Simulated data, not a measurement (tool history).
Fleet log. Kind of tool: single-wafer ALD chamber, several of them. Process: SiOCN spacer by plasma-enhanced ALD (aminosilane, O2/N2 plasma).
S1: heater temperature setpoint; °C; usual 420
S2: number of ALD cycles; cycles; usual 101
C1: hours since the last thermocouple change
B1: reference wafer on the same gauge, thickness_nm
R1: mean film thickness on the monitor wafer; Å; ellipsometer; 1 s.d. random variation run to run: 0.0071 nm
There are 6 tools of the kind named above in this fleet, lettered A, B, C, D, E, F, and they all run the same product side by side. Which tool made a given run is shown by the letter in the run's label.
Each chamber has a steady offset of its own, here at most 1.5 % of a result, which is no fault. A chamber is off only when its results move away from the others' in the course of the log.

Run 1B, hour 9.2: usual settings; C1 1046.5; B1 5.0104. Result: R1 57.414 Å.
Run 2C, hour 18.4: usual settings; C1 510.7; B1 5.0117. Result: R1 57.380 Å.
Run 3F, hour 25.9: usual settings; C1 1924.3; B1 5.0124. Result: R1 57.588 Å.
Run 4A, hour 30.9: usual settings; C1 1818.6; B1 5.0119. Result: R1 56.792 Å.
Run 5D, hour 38.3: usual settings; C1 681.4; B1 5.0128. Result: R1 57.462 Å.
Run 6E, hour 46.2: usual settings but S1 433 °C, S2 90 cycles; C1 2374.0; B1 5.0145. Result: R1 49.532 Å.
Run 7C, hour 53.4: usual settings but S1 433 °C, S2 90 cycles; C1 545.7; B1 5.0135. Result: R1 49.003 Å.
Run 8B, hour 60.9: usual settings but S1 433 °C, S2 90 cycles; C1 1098.2; B1 5.0145. Result: R1 49.081 Å.
Run 9F, hour 69.8: usual settings but S1 433 °C, S2 90 cycles; C1 1968.2; B1 5.0182. Result: R1 49.122 Å.
Run 10E, hour 78.8: usual settings but S1 433 °C, S2 90 cycles; C1 2406.6; B1 5.0184. Result: R1 49.589 Å.
Run 11A, hour 85.5: usual settings but S1 433 °C, S2 90 cycles; C1 1873.2; B1 5.0167. Result: R1 48.408 Å.
Run 12D, hour 90.8: usual settings but S1 411 °C, S2 116 cycles; C1 733.9; B1 5.0187. Result: R1 67.770 Å.
Run 13D, hour 97.3: usual settings but S1 411 °C, S2 116 cycles; C1 740.4; B1 5.0180. Result: R1 67.711 Å.
Run 14E, hour 103.9: usual settings but S1 411 °C, S2 116 cycles; C1 2431.7; B1 5.0204. Result: R1 68.741 Å.
Run 15A, hour 112.9: usual settings but S1 411 °C, S2 116 cycles; C1 1900.6; B1 5.0220. Result: R1 67.151 Å.
Run 16F, hour 119.6: usual settings but S1 411 °C, S2 116 cycles; C1 2018.0; B1 5.0213. Result: R1 68.078 Å.
Run 17B, hour 125.2: usual settings but S1 411 °C, S2 116 cycles; C1 1162.5; B1 5.0212. Result: R1 67.896 Å.
Run 18C, hour 130.9: usual settings; C1 623.2; B1 5.0204. Result: R1 57.506 Å.
Run 19A, hour 140.5: usual settings; C1 1928.2; B1 5.0227. Result: R1 56.730 Å.
Run 20C, hour 148.8: usual settings; C1 641.1; B1 5.0235. Result: R1 57.576 Å.
Run 21D, hour 158.2: usual settings but S1 407 °C; C1 801.3; B1 5.0256. Result: R1 59.882 Å.
At hour 162.5: chamber D: thermocouple changed; heater temperature recalibrated.
Run 22E, hour 165.3: usual settings but S1 407 °C; C1 2493.1; B1 5.0230. Result: R1 60.708 Å.
Run 23F, hour 170.4: usual settings but S1 407 °C; C1 2068.8; B1 5.0238. Result: R1 59.940 Å.
Run 24B, hour 178.1: usual settings but S1 407 °C; C1 1215.4; B1 5.0275. Result: R1 60.030 Å.
Run 25B, hour 183.5: usual settings but S1 407 °C; C1 1220.8; B1 5.0251. Result: R1 59.973 Å.
Run 26A, hour 188.6: usual settings but S1 407 °C; C1 1976.3; B1 5.0294. Result: R1 59.235 Å.
Run 27E, hour 195.5: usual settings; C1 2523.3; B1 5.0273. Result: R1 58.318 Å.
Run 28F, hour 202.3: usual settings but S1 410 °C; C1 2100.7; B1 5.0305. Result: R1 59.422 Å.
Run 29C, hour 207.2: usual settings but S1 410 °C; C1 699.5; B1 5.0306. Result: R1 59.337 Å.
Run 30D, hour 214.4: usual settings but S1 410 °C; C1 52.0; B1 5.0304. Result: R1 59.265 Å.
Run 31E, hour 221.3: usual settings but S1 410 °C; C1 2549.1; B1 5.0307. Result: R1 60.169 Å.
Run 32C, hour 228.2: usual settings but S1 410 °C; C1 720.5; B1 5.0305. Result: R1 59.354 Å.
Run 33B, hour 235.4: usual settings but S1 410 °C; C1 1272.7; B1 5.0316. Result: R1 59.505 Å.
Run 34A, hour 241.9: usual settings; C1 2029.6; B1 5.0312. Result: R1 56.923 Å.
Run 35F, hour 251.0: usual settings but S1 407 °C, S2 120 cycles; C1 2149.4; B1 5.0331. Result: R1 71.358 Å.
Run 36D, hour 256.0: usual settings but S1 407 °C, S2 120 cycles; C1 93.6; B1 5.0344. Result: R1 71.000 Å.
Run 37C, hour 260.4: usual settings but S1 407 °C, S2 120 cycles; C1 752.7; B1 5.0346. Result: R1 71.288 Å.
Run 38F, hour 265.8: usual settings but S1 407 °C, S2 120 cycles; C1 2164.2; B1 5.0346. Result: R1 71.470 Å.

Has any chamber moved away from the others, gradually or after a service, or does the common gauge drift, or do the chambers differ only by their own small steady offsets? State the chamber and the most likely cause if one applies.

Gauge drift. The chambers move together only on paper, and none stands off.
Likeliest cause: gauge reads high (%) = 0.51.
